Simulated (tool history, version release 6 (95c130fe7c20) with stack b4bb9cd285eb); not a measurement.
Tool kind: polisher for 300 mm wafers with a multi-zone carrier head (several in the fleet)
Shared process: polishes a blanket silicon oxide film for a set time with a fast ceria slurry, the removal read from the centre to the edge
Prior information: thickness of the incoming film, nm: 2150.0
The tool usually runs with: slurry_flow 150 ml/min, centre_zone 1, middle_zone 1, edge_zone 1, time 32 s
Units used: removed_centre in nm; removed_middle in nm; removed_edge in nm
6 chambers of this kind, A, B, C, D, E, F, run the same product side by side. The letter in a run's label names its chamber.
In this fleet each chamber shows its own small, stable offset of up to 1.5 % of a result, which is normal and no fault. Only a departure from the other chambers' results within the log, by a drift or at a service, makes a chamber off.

| run | hour | slurry_flow | centre_zone | middle_zone | edge_zone | time | wafers polished on this pad | hours since the slurry nozzle was cleaned | hours since the centre zone pressure was calibrated | hours since the edge zone pressure was calibrated | removed_centre | removed_middle | removed_edge |
|---|---|---|---|---|---|---|---|---|---|---|---|---|---|
|  | 1.1 | chamber B: worn pad replaced by a new one |
| 1B | 6.8 | 150 | 1 | 1 | 1 | 32 | 74 | 404 | 244.8 | 293.9 | 507.2 | 515.95 | 514.07 |
| 2E | 14.5 | 150 | 1 | 1 | 1 | 32 | 946 | 415.1 | 634.7 | 623.2 | 509.32 | 508.5 | 512.19 |
| 3F | 18 | 150 | 1 | 1 | 1 | 32 | 268 | 70.5 | 282.2 | 27.9 | 512.3 | 517.8 | 512.69 |
| 4A | 21.6 | 150 | 1 | 1 | 1 | 32 | 508 | 347.9 | 504.7 | 381.2 | 504.68 | 508.56 | 510.87 |
|  | 24.4 | chamber A: worn pad replaced by a new one |
|  | 26.2 | chamber E: worn pad replaced by a new one |
| 5C | 26.9 | 150 | 0.91 | 1 | 1 | 32 | 758 | 72.6 | 1206.9 | 208.8 | 451.62 | 511.41 | 518.59 |
|  | 27.3 | chamber D: worn pad replaced by a new one |
|  | 32.3 | chamber C: worn pad replaced by a new one |
| 6D | 33.5 | 150 | 0.91 | 1 | 1 | 32 | 81 | 341.5 | 211.2 | 890.9 | 462.38 | 502.9 | 511.63 |
|  | 36.1 | chamber F: worn pad replaced by a new one |
| 7D | 38.7 | 150 | 0.91 | 1 | 1 | 32 | 148 | 346.7 | 216.4 | 896.1 | 467.55 | 511.46 | 521.49 |
| 8E | 46.6 | 150 | 0.91 | 1 | 1 | 32 | 264 | 447.2 | 666.8 | 655.3 | 471.57 | 510.95 | 511.36 |
| 9A | 53.2 | 150 | 0.91 | 1 | 1 | 32 | 372 | 379.5 | 536.3 | 412.8 | 457.08 | 518.44 | 516.29 |
| 10F | 60.9 | 150 | 0.91 | 1 | 1 | 32 | 320 | 113.4 | 325.1 | 70.8 | 456.37 | 507.11 | 519.04 |
| 11B | 65.9 | 150 | 1 | 1 | 1 | 32 | 838 | 463.1 | 303.9 | 353 | 503.98 | 518.72 | 515.25 |
|  | 69.9 | chamber D: worn pad replaced by a new one |
| 12C | 71.1 | 150 | 1 | 1 | 1 | 32 | 501 | 116.8 | 1251.1 | 253 | 510.87 | 513.27 | 512.14 |
|  | 73.4 | chamber A: worn pad replaced by a new one |
|  | 74.3 | chamber F: worn pad replaced by a new one |
|  | 75 | chamber D: slurry nozzle cleaned |
| 13D | 76.3 | 150 | 1 | 1 | 1 | 32 | 83 | 1.3 | 254 | 933.7 | 520.12 | 517.97 | 511.39 |
| 14E | 79.9 | 150 | 1 | 1 | 1 | 32 | 694 | 480.5 | 700.1 | 688.6 | 518.16 | 512.61 | 512.82 |
| 15F | 85.5 | 150 | 1 | 1 | 1 | 32 | 145 | 138 | 349.7 | 95.4 | 504.86 | 509.27 | 509.67 |
| 16A | 89.4 | 150 | 1 | 1 | 1 | 32 | 207 | 415.7 | 572.5 | 449 | 508.44 | 526.07 | 505.11 |
| 17C | 95.8 | 150 | 1 | 1 | 1 | 32 | 820 | 141.5 | 1275.8 | 277.7 | 510.53 | 505.77 | 507.54 |
|  | 99.9 | chamber E: worn pad replaced by a new one |
|  | 101.6 | chamber B: worn pad replaced by a new one |
| 18B | 103.3 | 180 | 1 | 0.9 | 1 | 32 | 23 | 500.5 | 341.3 | 390.4 | 533.38 | 478.37 | 527.28 |
|  | 104.9 | chamber C: worn pad replaced by a new one |
| 19F | 110.7 | 180 | 1 | 0.9 | 1 | 32 | 471 | 163.2 | 374.9 | 120.6 | 532.46 | 485.57 | 527.29 |
|  | 112.5 | chamber D: worn pad replaced by a new one |
| 20B | 114.6 | 180 | 1 | 0.9 | 1 | 32 | 169 | 511.8 | 352.6 | 401.7 | 527.38 | 477.79 | 529.19 |
|  | 117.4 | chamber F: worn pad replaced by a new one |
|  | 117.6 | chamber A: worn pad replaced by a new one |
| 21D | 118.5 | 180 | 1 | 0.9 | 1 | 32 | 78 | 43.5 | 296.2 | 975.9 | 532.3 | 479.78 | 530.8 |
| 22A | 123.4 | 180 | 1 | 0.9 | 1 | 32 | 75 | 449.7 | 606.5 | 483 | 525.23 | 486.15 | 524.3 |
| 23E | 131.3 | 180 | 1 | 0.9 | 1 | 32 | 406 | 531.9 | 751.5 | 740 | 545.27 | 485.57 | 526.3 |
| 24C | 134.8 | 150 | 1 | 1 | 1 | 32 | 387 | 180.5 | 1314.8 | 316.7 | 514.39 | 510.04 | 516.37 |
| 25C | 139.3 | 150 | 1 | 1 | 1 | 32 | 445 | 185 | 1319.3 | 321.2 | 514.4 | 509.24 | 514.32 |
| 26A | 145.1 | 150 | 1 | 1 | 1 | 32 | 355 | 471.4 | 628.2 | 504.7 | 512.83 | 524.56 | 517.38 |
| 27E | 152.4 | 150 | 1 | 1 | 0.91 | 32 | 679 | 553 | 772.6 | 761.1 | 519.75 | 510.53 | 491.35 |
|  | 155.8 | chamber F: worn pad replaced by a new one |
| 28B | 155.8 | 150 | 1 | 1 | 0.91 | 32 | 701 | 553 | 393.8 | 442.9 | 515.03 | 504.02 | 497.05 |
|  | 158.5 | chamber D: worn pad replaced by a new one |
| 29D | 162.5 | 150 | 1 | 1 | 0.91 | 32 | 52 | 87.5 | 340.2 | 1019.9 | 517.57 | 510.97 | 496.7 |
|  | 166.8 | chamber A: worn pad replaced by a new one |
| 30F | 169.4 | 150 | 1 | 1 | 0.91 | 32 | 176 | 221.9 | 433.6 | 179.3 | 507.13 | 506.97 | 489.48 |
|  | 173.9 | chamber E: edge zone pressure recalibrated |
| 31B | 174.4 | 150 | 1 | 1 | 0.91 | 32 | 941 | 571.6 | 412.4 | 461.5 | 511.88 | 519.1 | 484.62 |
|  | 177.8 | chamber C: worn pad replaced by a new one |
| 32D | 179.6 | 150 | 1 | 1 | 0.91 | 32 | 273 | 104.6 | 357.3 | 1037 | 512.46 | 497.73 | 485.01 |
| 33C | 184.8 | 150 | 1 | 1 | 1 | 32 | 90 | 230.5 | 1364.8 | 366.7 | 512.73 | 505.62 | 518.35 |
|  | 186.6 | chamber E: worn pad replaced by a new one |
| 34E | 188.9 | 150 | 1 | 1 | 1 | 32 | 29 | 589.5 | 809.1 | 15 | 526.17 | 515.32 | 519.98 |
| 35F | 193.5 | 150 | 1 | 1 | 1 | 32 | 487 | 246 | 457.7 | 203.4 | 505.08 | 515.4 | 507.75 |
|  | 194.4 | chamber A: slurry nozzle cleaned |
| 36A | 201 | 150 | 1 | 1 | 1 | 32 | 442 | 6.6 | 684.1 | 560.6 | 507.62 | 518.22 | 504.96 |
| 37C | 205.1 | 150 | 1 | 1 | 1 | 32 | 353 | 250.8 | 1385.1 | 387 | 504.66 | 506.21 | 519.59 |
|  | 206.4 | chamber D: worn pad replaced by a new one |
| 38D | 209.9 | 150 | 1 | 1 | 1 | 32 | 45 | 134.9 | 387.6 | 1067.3 | 514.42 | 523.1 | 507.94 |
| 39E | 217.2 | 150 | 1 | 1 | 1 | 32 | 395 | 617.8 | 837.4 | 43.3 | 515.83 | 505.22 | 508.17 |

Next, every chamber runs the same settings. What will each give?
| 40A | 222.9 | 150 | 1 | 1 | 1 | 43 |  |  |  |  | ? | ? | ? |
| 40B | 222.9 | 150 | 1 | 1 | 1 | 43 |  |  |  |  | ? | ? | ? |
| 40C | 222.9 | 150 | 1 | 1 | 1 | 43 |  |  |  |  | ? | ? | ? |
| 40D | 222.9 | 150 | 1 | 1 | 1 | 43 |  |  |  |  | ? | ? | ? |
| 40E | 222.9 | 150 | 1 | 1 | 1 | 43 |  |  |  |  | ? | ? | ? |
| 40F | 222.9 | 150 | 1 | 1 | 1 | 43 |  |  |  |  | ? | ? | ? |

| run | removed_centre | removed_middle | removed_edge |
|---|---|---|---|
| 40A | 691.03 | 707.78 | 680.11 |
| 40B | 689.99 | 677.04 | 686.98 |
| 40C | 689.21 | 696.33 | 693.91 |
| 40D | 688.88 | 685.44 | 696.05 |
| 40E | 697.18 | 682.66 | 689.13 |
| 40F | 687.9 | 684.51 | 684.04 |
